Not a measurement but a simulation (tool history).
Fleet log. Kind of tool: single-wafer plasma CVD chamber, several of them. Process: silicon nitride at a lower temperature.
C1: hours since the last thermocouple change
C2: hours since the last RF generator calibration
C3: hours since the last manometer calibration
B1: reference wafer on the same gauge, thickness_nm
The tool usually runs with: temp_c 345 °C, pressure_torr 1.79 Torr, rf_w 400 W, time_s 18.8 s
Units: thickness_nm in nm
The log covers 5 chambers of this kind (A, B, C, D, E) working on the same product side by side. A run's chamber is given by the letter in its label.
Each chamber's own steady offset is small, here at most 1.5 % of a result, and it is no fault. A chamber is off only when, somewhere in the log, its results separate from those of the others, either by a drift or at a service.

Run 1B, hour 7.3: usual settings; C1 669.7; C2 1175.3; C3 570.1; B1 25.005. Result: thickness_nm 27.525 nm.
Run 2C, hour 16.9: usual settings; C1 179.7; C2 74.0; C3 116.2; B1 24.967. Result: thickness_nm 27.323 nm.
Run 3D, hour 22.2: usual settings; C1 410.1; C2 284.6; C3 271.8; B1 24.970. Result: thickness_nm 27.758 nm.
Run 4A, hour 27.8: usual settings; C1 2363.5; C2 743.4; C3 855.8; B1 24.991. Result: thickness_nm 27.070 nm.
Run 5E, hour 35.9: usual settings; C1 2077.5; C2 1566.8; C3 732.2; B1 24.997. Result: thickness_nm 27.215 nm.
Run 6A, hour 40.9: usual settings; C1 2376.6; C2 756.5; C3 868.9; B1 24.999. Result: thickness_nm 26.998 nm.
Run 7B, hour 46.7: usual settings; C1 709.1; C2 1214.7; C3 609.5; B1 24.968. Result: thickness_nm 27.379 nm.
At hour 48.1: chamber E: thermocouple changed; heater temperature recalibrated.
Run 8D, hour 55.1: usual settings but pressure_torr 1.39 Torr, rf_w 325 W; C1 443.0; C2 317.5; C3 304.7; B1 24.983. Result: thickness_nm 22.821 nm.
Run 9C, hour 63.8: usual settings but pressure_torr 1.39 Torr, rf_w 325 W; C1 226.6; C2 120.9; C3 163.1; B1 24.981. Result: thickness_nm 22.372 nm.
Run 10E, hour 68.5: usual settings but pressure_torr 1.39 Torr, rf_w 325 W; C1 20.4; C2 1599.4; C3 764.8; B1 25.025. Result: thickness_nm 22.633 nm.
Run 11B, hour 73.3: usual settings but pressure_torr 1.39 Torr, rf_w 325 W; C1 735.7; C2 1241.3; C3 636.1; B1 25.008. Result: thickness_nm 22.338 nm.
Run 12A, hour 77.7: usual settings but pressure_torr 1.39 Torr, rf_w 325 W; C1 2413.4; C2 793.3; C3 905.7; B1 25.044. Result: thickness_nm 22.106 nm.
Run 13C, hour 87.2: usual settings; C1 250.0; C2 144.3; C3 186.5; B1 25.005. Result: thickness_nm 27.335 nm.
At hour 87.6: chamber B: RF generator calibrated.
Run 14D, hour 92.3: usual settings but time_s 16.6 s; C1 480.2; C2 354.7; C3 341.9; B1 24.986. Result: thickness_nm 24.604 nm.
Run 15E, hour 102.2: usual settings but time_s 16.6 s; C1 54.1; C2 1633.1; C3 798.5; B1 25.007. Result: thickness_nm 24.455 nm.
Run 16D, hour 109.0: usual settings but time_s 16.6 s; C1 496.9; C2 371.4; C3 358.6; B1 24.977. Result: thickness_nm 24.509 nm.
Run 17A, hour 113.3: usual settings but time_s 16.6 s; C1 2449.0; C2 828.9; C3 941.3; B1 25.013. Result: thickness_nm 23.728 nm.
Run 18B, hour 123.0: usual settings but time_s 16.6 s; C1 785.4; C2 35.5; C3 685.8; B1 24.993. Result: thickness_nm 24.293 nm.
Run 19E, hour 128.4: usual settings; C1 80.3; C2 1659.3; C3 824.7; B1 24.954. Result: thickness_nm 27.620 nm.
Run 20C, hour 133.6: usual settings; C1 296.4; C2 190.7; C3 232.9; B1 25.018. Result: thickness_nm 27.281 nm.
Run 21A, hour 138.3: usual settings; C1 2474.0; C2 853.9; C3 966.3; B1 24.992. Result: thickness_nm 26.805 nm.
Run 22E, hour 146.8: usual settings; C1 98.7; C2 1677.7; C3 843.1; B1 24.997. Result: thickness_nm 27.517 nm.
Run 23D, hour 151.8: usual settings; C1 539.7; C2 414.2; C3 401.4; B1 25.015. Result: thickness_nm 27.877 nm.
Run 24B, hour 161.7: usual settings but temp_c 338 °C, time_s 16.9 s; C1 824.1; C2 74.2; C3 724.5; B1 25.007. Result: thickness_nm 24.715 nm.
Run 25C, hour 168.1: usual settings but temp_c 338 °C, time_s 16.9 s; C1 330.9; C2 225.2; C3 267.4; B1 24.981. Result: thickness_nm 24.740 nm.
Run 26B, hour 172.6: usual settings but temp_c 338 °C, time_s 16.9 s; C1 835.0; C2 85.1; C3 735.4; B1 25.019. Result: thickness_nm 24.993 nm.
Run 27E, hour 177.5: usual settings but temp_c 338 °C, time_s 16.9 s; C1 129.4; C2 1708.4; C3 873.8; B1 24.969. Result: thickness_nm 24.901 nm.
Run 28D, hour 185.9: usual settings but temp_c 338 °C, time_s 16.9 s; C1 573.8; C2 448.3; C3 435.5; B1 25.000. Result: thickness_nm 25.190 nm.
Run 29A, hour 194.8: usual settings but temp_c 359 °C, time_s 17.2 s; C1 2530.5; C2 910.4; C3 1022.8; B1 25.014. Result: thickness_nm 24.141 nm.
Run 30C, hour 199.4: usual settings but temp_c 359 °C, time_s 17.2 s; C1 362.2; C2 256.5; C3 298.7; B1 25.022. Result: thickness_nm 24.883 nm.
Run 31D, hour 206.2: usual settings but temp_c 359 °C, time_s 17.2 s; C1 594.1; C2 468.6; C3 455.8; B1 24.999. Result: thickness_nm 25.368 nm.
Run 32B, hour 215.4: usual settings but temp_c 359 °C, time_s 17.2 s; C1 877.8; C2 127.9; C3 778.2; B1 25.002. Result: thickness_nm 25.048 nm.
Run 33A, hour 223.0: usual settings but temp_c 359 °C, time_s 17.2 s; C1 2558.7; C2 938.6; C3 1051.0; B1 25.018. Result: thickness_nm 23.739 nm.
Run 34C, hour 227.8: usual settings; C1 390.6; C2 284.9; C3 327.1; B1 25.011. Result: thickness_nm 27.215 nm.
Run 35E, hour 235.2: usual settings; C1 187.1; C2 1766.1; C3 931.5; B1 25.028. Result: thickness_nm 27.463 nm.

Is one chamber out of step, is the gauge drifting, or do the chambers differ by no more than their own small offsets? For an off chamber, give its letter and the likeliest cause.

Chamber A drifts away from the others.
Cause: delivered RF power below the setpoint (%) = 7.09.

Below are 4 candidate recipes for chamber A's next run, each the usual settings with a change, their results shown as question marks. Which of them brings A's results back in line with what the other chambers give on the usual settings?
In line means no further than this from the other chambers' mean on the usual settings: thickness_nm 0.410 nm
Run 36A-1, hour 242.3: usual settings but rf_w 405 W, time_s 19.2 s. Result: thickness_nm ?.
Run 36A-2, hour 242.3: usual settings but time_s 17.7 s. Result: thickness_nm ?.
Run 36A-3, hour 242.3: usual settings but rf_w 380 W. Result: thickness_nm ?.
Run 36A-4, hour 242.3: usual settings but pressure_torr 1.82 Torr, rf_w 410 W, time_s 19.5 s. Result: thickness_nm ?.

Mean of the other chambers on the usual settings: thickness_nm 27.569 nm
  run  thickness_nm
36A-1        26.661
36A-2        24.389
36A-3        25.071
36A-4        27.416
The answer is 36A-4, which returns the chamber to within the allowed miss of the others.
